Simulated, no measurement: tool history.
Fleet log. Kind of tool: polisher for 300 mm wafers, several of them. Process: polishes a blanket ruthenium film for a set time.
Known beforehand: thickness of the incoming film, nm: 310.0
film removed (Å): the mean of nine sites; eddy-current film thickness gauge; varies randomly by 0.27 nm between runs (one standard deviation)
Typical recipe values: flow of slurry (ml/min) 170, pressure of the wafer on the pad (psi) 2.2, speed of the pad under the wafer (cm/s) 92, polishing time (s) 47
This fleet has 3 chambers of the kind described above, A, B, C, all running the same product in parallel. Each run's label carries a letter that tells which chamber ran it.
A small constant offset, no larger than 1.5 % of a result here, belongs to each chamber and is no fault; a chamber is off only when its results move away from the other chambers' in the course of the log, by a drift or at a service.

| run | day | flow of slurry (ml/min) | pressure of the wafer on the pad (psi) | speed of the pad under the wafer (cm/s) | polishing time (s) | film removed (Å) |
|---|---|---|---|---|---|---|
|  | 0.042 | chamber B: worn pad replaced by a new one |
| 1B | 0.192 | 170 | 2.2 | 92 | 47 | 436.22 |
| 2A | 0.358 | 170 | 2.2 | 92 | 47 | 429.45 |
|  | 0.404 | chamber C: worn pad replaced by a new one |
| 3C | 0.517 | 170 | 2.2 | 92 | 47 | 429.93 |
| 4B | 0.708 | 170 | 2.2 | 92 | 47 | 442.67 |
|  | 0.75 | chamber A: worn pad replaced by a new one |
| 5A | 0.862 | 170 | 2.2 | 92 | 47 | 434.26 |
| 6C | 1.071 | 170 | 2.2 | 92 | 47 | 432.78 |
| 7B | 1.204 | 170 | 2.2 | 92 | 47 | 439.86 |
| 8A | 1.312 | 150 | 2.2 | 92 | 47 | 418.18 |
| 9C | 1.446 | 150 | 2.2 | 92 | 47 | 425.73 |
|  | 1.633 | chamber C: slurry nozzle cleaned |
| 10C | 1.642 | 150 | 2.2 | 92 | 47 | 433.51 |
| 11B | 1.767 | 170 | 2.2 | 118 | 47 | 565.83 |
| 12A | 1.892 | 170 | 2.2 | 118 | 47 | 554.66 |
| 13C | 2.071 | 170 | 2.2 | 118 | 47 | 565.8 |
| 14A | 2.171 | 170 | 2.2 | 92 | 47 | 430.96 |
| 15B | 2.333 | 170 | 2.2 | 92 | 47 | 437.2 |
| 16A | 2.521 | 170 | 2.2 | 92 | 47 | 429.74 |
| 17B | 2.7 | 170 | 2.2 | 92 | 47 | 438.63 |
| 18C | 2.821 | 170 | 2.2 | 92 | 47 | 450.97 |
| 19B | 2.988 | 170 | 2.2 | 92 | 47 | 442.27 |
| 20A | 3.129 | 170 | 2.2 | 92 | 47 | 433.1 |

For the next run the whole fleet of 3 chambers uses the same settings. Give each chamber's results:
| 21A | 3.279 | 170 | 2.7 | 92 | 47 | ? |
| 21B | 3.279 | 170 | 2.7 | 92 | 47 | ? |
| 21C | 3.279 | 170 | 2.7 | 92 | 47 | ? |

| run | film removed (Å) |
|---|---|
| 21A | 528.49 |
| 21B | 536.71 |
| 21C | 568.63 |

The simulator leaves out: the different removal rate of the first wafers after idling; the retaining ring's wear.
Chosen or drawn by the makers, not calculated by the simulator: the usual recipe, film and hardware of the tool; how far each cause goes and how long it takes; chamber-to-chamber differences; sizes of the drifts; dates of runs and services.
